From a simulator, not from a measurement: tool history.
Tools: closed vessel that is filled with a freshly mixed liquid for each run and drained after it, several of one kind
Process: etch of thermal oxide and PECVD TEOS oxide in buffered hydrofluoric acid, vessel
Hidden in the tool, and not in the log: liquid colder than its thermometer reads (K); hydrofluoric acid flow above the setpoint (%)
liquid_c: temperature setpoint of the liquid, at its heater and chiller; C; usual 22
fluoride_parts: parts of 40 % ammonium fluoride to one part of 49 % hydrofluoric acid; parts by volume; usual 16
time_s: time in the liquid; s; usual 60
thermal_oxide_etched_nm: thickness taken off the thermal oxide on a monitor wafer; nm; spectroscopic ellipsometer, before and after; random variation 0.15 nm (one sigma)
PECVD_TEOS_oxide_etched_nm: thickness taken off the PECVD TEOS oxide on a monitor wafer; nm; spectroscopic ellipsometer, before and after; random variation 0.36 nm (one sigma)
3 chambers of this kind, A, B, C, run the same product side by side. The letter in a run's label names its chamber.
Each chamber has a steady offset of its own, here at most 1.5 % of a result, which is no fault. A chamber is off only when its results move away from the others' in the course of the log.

run,hour,liquid_c,fluoride_parts,time_s,hours since the thermometer was replaced,hours since the hydrofluoric acid flow meter was replaced,"read-back film thickness of the thermal oxide reference wafer, read on the same gauge (nm)","read-back film thickness of the PECVD TEOS oxide reference wafer, read on the same gauge (nm)",thermal_oxide_etched_nm,PECVD_TEOS_oxide_etched_nm
1A,10.7,22,16,60,1343,201.9,40.02,89.979,40.205,42.709
2B,22.8,22,16,60,2077.1,1902.1,40.002,90.003,40.523,41.786
3C,37.6,22,16,60,2382.2,908.1,39.988,90.013,40.073,42.651
# hour 39.8: chamber B: thermometer replaced
4A,47.6,22,16,60,1379.9,238.8,40.016,89.999,40.444,42.456
5B,61.5,17,16,30,21.8,1940.8,40.006,90.017,15.34,15.849
6C,72.5,17,16,30,2417.1,943,40.009,89.983,15.193,15.695
7C,80.6,17,16,30,2425.2,951.1,40.016,89.961,15.184,15.767
8A,90.2,22,16,60,1422.5,281.4,39.997,89.989,40.018,42.184
9B,103.5,22,16,60,63.8,1982.8,40.026,90.007,40.272,41.733
10C,115.4,22,16,60,2460,985.9,40.018,90.009,39.984,42.059
11A,126.1,22,16,60,1458.4,317.3,39.989,89.973,40.062,41.591
12B,140.1,22,16,60,100.4,2019.4,39.994,90.02,40.461,42.058
13C,153.9,22,16,60,2498.5,1024.4,39.997,90.003,40.499,41.279
14B,167.8,22,16,60,128.1,2047.1,39.985,90.038,40.398,42.234
15A,179.6,19.5,16,60,1511.9,370.8,39.985,90.022,34.782,36.428
16A,192.8,19.5,16,60,1525.1,384,39.979,89.99,34.952,37.192
17B,201.7,19.5,16,60,162,2081,39.988,89.98,35.179,37.012
18C,215.9,22,16,60,2560.5,1086.4,39.966,89.976,40.699,41.796
19A,227.5,22,16,60,1559.8,418.7,40.011,90.041,40.007,42.135
20C,239.9,22,16,60,2584.5,1110.4,39.995,90.026,40.52,41.624
21B,252.6,22,16,60,212.9,2131.9,39.98,89.981,40.682,42.371
22B,263.4,22,16,60,223.7,2142.7,40.011,90.02,40.371,42.661

All 3 chambers run these settings next. Forecast each chamber's results:
23A,274.1,22,16,60,,,,,?,?
23B,274.1,22,16,60,,,,,?,?
23C,274.1,22,16,60,,,,,?,?

run,thermal_oxide_etched_nm,PECVD_TEOS_oxide_etched_nm
23A,39.721,42.246
23B,40.252,42.052
23C,40.222,42.117
